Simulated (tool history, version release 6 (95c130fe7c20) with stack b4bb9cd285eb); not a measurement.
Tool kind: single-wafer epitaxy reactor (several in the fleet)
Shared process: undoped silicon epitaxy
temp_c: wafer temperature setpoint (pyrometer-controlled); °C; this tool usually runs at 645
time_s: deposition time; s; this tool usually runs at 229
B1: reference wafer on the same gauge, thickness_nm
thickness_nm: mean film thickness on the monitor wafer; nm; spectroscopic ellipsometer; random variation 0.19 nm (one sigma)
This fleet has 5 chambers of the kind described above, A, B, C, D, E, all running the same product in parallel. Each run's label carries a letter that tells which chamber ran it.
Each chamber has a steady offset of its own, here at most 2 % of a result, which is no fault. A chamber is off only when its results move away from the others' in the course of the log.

{"run": "1A", "day": 0.188, "temp_c": 645, "time_s": 229, "B1": 33.58, "thickness_nm": 34.475}
{"run": "2C", "day": 0.396, "temp_c": 645, "time_s": 229, "B1": 33.584, "thickness_nm": 33.882}
{"run": "3E", "day": 0.529, "temp_c": 645, "time_s": 229, "B1": 33.601, "thickness_nm": 35.256}
{"run": "4D", "day": 0.742, "temp_c": 645, "time_s": 229, "B1": 33.613, "thickness_nm": 33.33}
{"run": "5B", "day": 0.938, "temp_c": 645, "time_s": 229, "B1": 33.568, "thickness_nm": 34.462}
{"run": "6C", "day": 1.15, "temp_c": 645, "time_s": 229, "B1": 33.603, "thickness_nm": 33.97}
{"run": "7B", "day": 1.375, "temp_c": 645, "time_s": 229, "B1": 33.628, "thickness_nm": 34.408}
{"run": "8E", "day": 1.533, "temp_c": 645, "time_s": 229, "B1": 33.585, "thickness_nm": 35.348}
{"run": "9A", "day": 1.738, "temp_c": 645, "time_s": 229, "B1": 33.592, "thickness_nm": 34.419}
{"run": "10D", "day": 1.862, "temp_c": 645, "time_s": 229, "B1": 33.635, "thickness_nm": 33.738}
{"run": "11A", "day": 2.046, "temp_c": 645, "time_s": 229, "B1": 33.574, "thickness_nm": 34.879}
{"run": "12B", "day": 2.208, "temp_c": 645, "time_s": 229, "B1": 33.591, "thickness_nm": 34.413}
{"run": "13C", "day": 2.412, "temp_c": 645, "time_s": 229, "B1": 33.594, "thickness_nm": 34.249}
{"run": "14D", "day": 2.538, "temp_c": 645, "time_s": 229, "B1": 33.602, "thickness_nm": 33.969}
{"run": "15E", "day": 2.692, "temp_c": 645, "time_s": 229, "B1": 33.557, "thickness_nm": 34.952}
{"run": "16D", "day": 2.858, "temp_c": 631, "time_s": 245, "B1": 33.617, "thickness_nm": 26.682}
{"run": "17E", "day": 3.075, "temp_c": 631, "time_s": 245, "B1": 33.596, "thickness_nm": 27.755}
{"run": "18B", "day": 3.292, "temp_c": 631, "time_s": 245, "B1": 33.623, "thickness_nm": 27.038}
{"run": "19A", "day": 3.5, "temp_c": 631, "time_s": 245, "B1": 33.604, "thickness_nm": 26.894}
{"run": "20C", "day": 3.612, "temp_c": 631, "time_s": 245, "B1": 33.657, "thickness_nm": 27.285}
{"run": "21E", "day": 3.767, "temp_c": 645, "time_s": 229, "B1": 33.576, "thickness_nm": 35.173}
{"run": "22B", "day": 3.879, "temp_c": 645, "time_s": 229, "B1": 33.616, "thickness_nm": 34.732}
{"run": "23C", "day": 4.1, "temp_c": 645, "time_s": 229, "B1": 33.588, "thickness_nm": 35.015}
{"run": "24D", "day": 4.292, "temp_c": 645, "time_s": 229, "B1": 33.592, "thickness_nm": 33.591}
{"run": "25A", "day": 4.412, "temp_c": 645, "time_s": 229, "B1": 33.624, "thickness_nm": 34.515}
{"run": "26D", "day": 4.575, "temp_c": 645, "time_s": 229, "B1": 33.563, "thickness_nm": 33.455}
{"run": "27A", "day": 4.783, "temp_c": 645, "time_s": 229, "B1": 33.633, "thickness_nm": 34.88}
{"run": "28C", "day": 5.004, "temp_c": 645, "time_s": 229, "B1": 33.602, "thickness_nm": 35.511}
{"run": "29E", "day": 5.112, "temp_c": 645, "time_s": 229, "B1": 33.615, "thickness_nm": 35.234}
{"run": "30B", "day": 5.233, "temp_c": 645, "time_s": 229, "B1": 33.615, "thickness_nm": 34.491}
{"run": "31C", "day": 5.433, "temp_c": 645, "time_s": 229, "B1": 33.652, "thickness_nm": 36.064}
{"run": "32E", "day": 5.592, "temp_c": 631, "time_s": 246, "B1": 33.607, "thickness_nm": 27.839}
{"run": "33A", "day": 5.792, "temp_c": 631, "time_s": 246, "B1": 33.588, "thickness_nm": 27.185}
{"run": "34D", "day": 5.967, "temp_c": 631, "time_s": 246, "B1": 33.59, "thickness_nm": 26.836}

Which is it: a chamber that has drifted or been left off by a service, a gauge drift common to all chambers, or only each chamber's usual small offset? If a chamber is off, name it and its likeliest cause.

It is chamber C that slowly wanders off from its peers.
Most likely cause: wafer temperature above the value expected at the setpoint (K) = 2.87.

Chamber C could run next with any of the 4 candidate recipes listed below; each alters the usual settings, and their results appear as question marks. Which one brings its results back in line with what the other chambers deliver on the usual settings?
To be in line, a result may differ from the other chambers' mean on the usual settings by at most: thickness_nm 0.66 nm
{"run": "35C-1", "day": 6.133, "temp_c": 645, "time_s": 230, "thickness_nm": "?"}
{"run": "35C-2", "day": 6.133, "temp_c": 645, "time_s": 228, "thickness_nm": "?"}
{"run": "35C-3", "day": 6.133, "temp_c": 645, "time_s": 218, "thickness_nm": "?"}
{"run": "35C-4", "day": 6.133, "temp_c": 647, "time_s": 229, "thickness_nm": "?"}

Average result of the remaining chambers running the usual settings: thickness_nm 34.576 nm
run=35C-1 thickness_nm=36.344
run=35C-2 thickness_nm=36.028
run=35C-3 thickness_nm=34.447
run=35C-4 thickness_nm=37.815
With 35C-3, the chamber falls back in line with the rest.
